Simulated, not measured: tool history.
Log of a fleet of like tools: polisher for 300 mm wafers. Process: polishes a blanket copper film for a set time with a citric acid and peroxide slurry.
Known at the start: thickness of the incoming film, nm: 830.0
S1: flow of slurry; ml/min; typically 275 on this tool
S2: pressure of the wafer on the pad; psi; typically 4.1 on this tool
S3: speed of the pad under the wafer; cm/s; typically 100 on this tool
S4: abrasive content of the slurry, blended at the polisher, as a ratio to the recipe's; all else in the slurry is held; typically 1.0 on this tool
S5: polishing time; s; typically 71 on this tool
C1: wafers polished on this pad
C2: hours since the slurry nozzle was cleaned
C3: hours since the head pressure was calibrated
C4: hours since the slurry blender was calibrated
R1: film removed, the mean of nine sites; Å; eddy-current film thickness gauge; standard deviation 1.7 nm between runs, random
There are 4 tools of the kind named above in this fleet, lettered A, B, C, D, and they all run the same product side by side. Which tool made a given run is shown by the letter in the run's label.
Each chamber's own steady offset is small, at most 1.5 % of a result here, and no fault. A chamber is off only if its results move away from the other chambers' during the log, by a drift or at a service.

run,hour,S1,S2,S3,S4,S5,C1,C2,C3,C4,R1
# hour 2.2: chamber A: slurry blender recalibrated
1B,9.6,275,4.1,100,1.0,71,233,36.4,166.1,116.9,1756.60
2D,15.7,275,4.1,100,1.0,71,672,399.7,872.2,107.8,1779.80
# hour 28.3: chamber D: slurry blender recalibrated
3A,28.5,275,4.1,100,1.0,71,942,407.7,1171.3,26.3,1756.00
4C,39.1,275,4.1,100,1.0,71,995,77.8,545.9,322.8,1770.20
# hour 39.5: chamber D: slurry nozzle cleaned
# hour 44.5: chamber C: slurry blender recalibrated
5B,45.3,275,4.1,100,0.8,71,495,72.1,201.8,152.6,1686.20
6A,51.3,275,4.1,100,0.8,71,1109,430.5,1194.1,49.1,1684.90
7C,63.9,275,4.1,100,0.8,71,1178,102.6,570.7,19.5,1681.10
8D,71.7,275,4.1,100,0.8,71,1085,32.3,928.2,43.4,1659.20
# hour 73.4: chamber A: worn pad replaced by a new one
9A,82.1,275,4.1,100,1.0,71,64,461.3,1224.9,79.9,1780.20
10C,90.1,275,4.1,100,1.0,71,1371,128.8,596.9,45.7,1773.60
# hour 99.1: chamber C: worn pad replaced by a new one
11B,103.2,275,4.1,100,1.0,71,922,130.0,259.7,210.5,1766.90
12D,113.4,275,4.1,100,1.0,71,1392,74.0,969.9,85.1,1736.40
13A,120.8,275,4.1,100,1.0,71,348,500.0,1263.6,118.6,1772.50
# hour 125.5: chamber A: head pressure recalibrated
14D,133.0,275,4.1,100,1.0,71,1536,93.6,989.5,104.7,1708.90
15B,146.1,275,4.1,100,1.0,71,1237,172.9,302.6,253.4,1776.20
# hour 148.4: chamber C: head pressure recalibrated
# hour 151.1: chamber B: worn pad replaced by a new one
# hour 154.2: chamber D: slurry blender recalibrated
16C,155.1,275,4.1,100,1.0,71,412,193.8,6.7,110.7,1797.90
17C,163.1,275,4.1,100,1.0,71,471,201.8,14.7,118.7,1757.60
18D,172.9,190,4.1,100,1.0,71,1830,133.5,1029.4,18.8,1618.20
# hour 174.5: chamber D: head pressure recalibrated
19A,181.8,190,4.1,100,1.0,71,797,561.0,56.4,179.6,1729.70
# hour 181.9: chamber A: slurry blender recalibrated
20B,193.4,190,4.1,100,1.0,71,311,220.2,349.9,300.7,1690.70
21A,203.2,190,4.1,100,1.0,71,955,582.4,77.8,21.4,1710.40
22C,215.2,275,4.1,100,1.0,71,854,253.9,66.8,170.8,1804.50
23D,222.0,275,4.1,100,1.0,71,2191,182.6,47.5,67.9,1683.90
24B,231.9,275,4.1,100,1.0,71,594,258.7,388.4,339.2,1741.00
25A,238.0,275,4.1,100,1.0,71,1211,617.2,112.6,56.2,1794.30
26D,246.9,275,4.1,100,1.0,71,2374,207.5,72.4,92.8,1705.50
27C,260.1,275,4.1,100,1.0,71,1185,298.8,111.7,215.7,1792.10
28B,271.2,275,4.1,100,1.0,71,884,298.0,427.7,378.5,1793.60
# hour 277.4: chamber C: worn pad replaced by a new one
# hour 277.8: chamber D: slurry blender recalibrated
29D,279.0,275,4.1,100,1.0,71,2611,239.6,104.5,1.2,1704.10
30B,285.8,275,4.1,100,1.0,71,991,312.6,442.3,393.1,1781.40
# hour 293.5: chamber A: worn pad replaced by a new one
31C,297.6,275,4.1,100,1.0,71,149,336.3,149.2,253.2,1764.20
# hour 302.1: chamber B: slurry blender recalibrated
# hour 304.0: chamber B: slurry nozzle cleaned
32A,310.4,275,2.8,68,1.0,71,124,689.6,185.0,128.6,844.53
33A,323.0,275,2.8,68,1.0,71,217,702.2,197.6,141.2,840.68
# hour 331.0: chamber A: slurry blender recalibrated
34B,332.2,275,2.8,68,1.0,71,1333,28.3,488.7,30.2,823.01
35D,338.4,275,2.8,68,1.0,71,3048,299.0,163.9,60.6,774.75
36C,351.6,275,4.1,100,1.0,71,546,390.3,203.2,307.2,1755.80
37C,361.5,275,4.1,100,1.0,71,619,400.2,213.1,317.1,1753.20
# hour 364.7: chamber B: worn pad replaced by a new one
38B,374.6,275,4.1,100,1.0,71,73,70.7,531.1,72.6,1770.90
# hour 378.4: chamber C: slurry blender recalibrated
39A,381.7,275,4.1,84,1.0,71,649,760.9,256.3,50.8,1508.30
40D,392.2,275,4.1,84,1.0,71,3444,352.8,217.7,114.4,1373.30
41D,404.6,275,4.1,84,1.0,71,3535,365.2,230.1,126.8,1390.70
42C,410.9,275,4.1,84,1.0,71,983,449.6,262.5,32.5,1507.50

One chamber off, gauge drift, or nothing amiss beyond the chambers' own small offsets? If it is a chamber, which one, and what is the likeliest cause?

Little by little, chamber D moves away from the other chambers.
Likeliest cause: removal rate lost through wear of the pad, % = 7.89.

Below are 4 candidate recipes for chamber D's next run, each the usual settings with a change, their results shown as question marks. Which of them brings D's results back in line with what the other chambers give on the usual settings?
In line here means within this much of the mean the other chambers give on the usual settings: R1 59.00 Å
43D-1,420.4,275,4.1,102,1.00,72,,,,,?
43D-2,420.4,275,4.1,92,1.00,71,,,,,?
43D-3,420.4,275,4.1,100,0.85,71,,,,,?
43D-4,420.4,275,4.1,100,1.00,77,,,,,?

Average result of the remaining chambers running the usual settings: R1 1772.90 Å
run,R1
43D-1,1678.30
43D-2,1496.00
43D-3,1568.30
43D-4,1760.40
43D-4 puts the chamber back in line with the other chambers.

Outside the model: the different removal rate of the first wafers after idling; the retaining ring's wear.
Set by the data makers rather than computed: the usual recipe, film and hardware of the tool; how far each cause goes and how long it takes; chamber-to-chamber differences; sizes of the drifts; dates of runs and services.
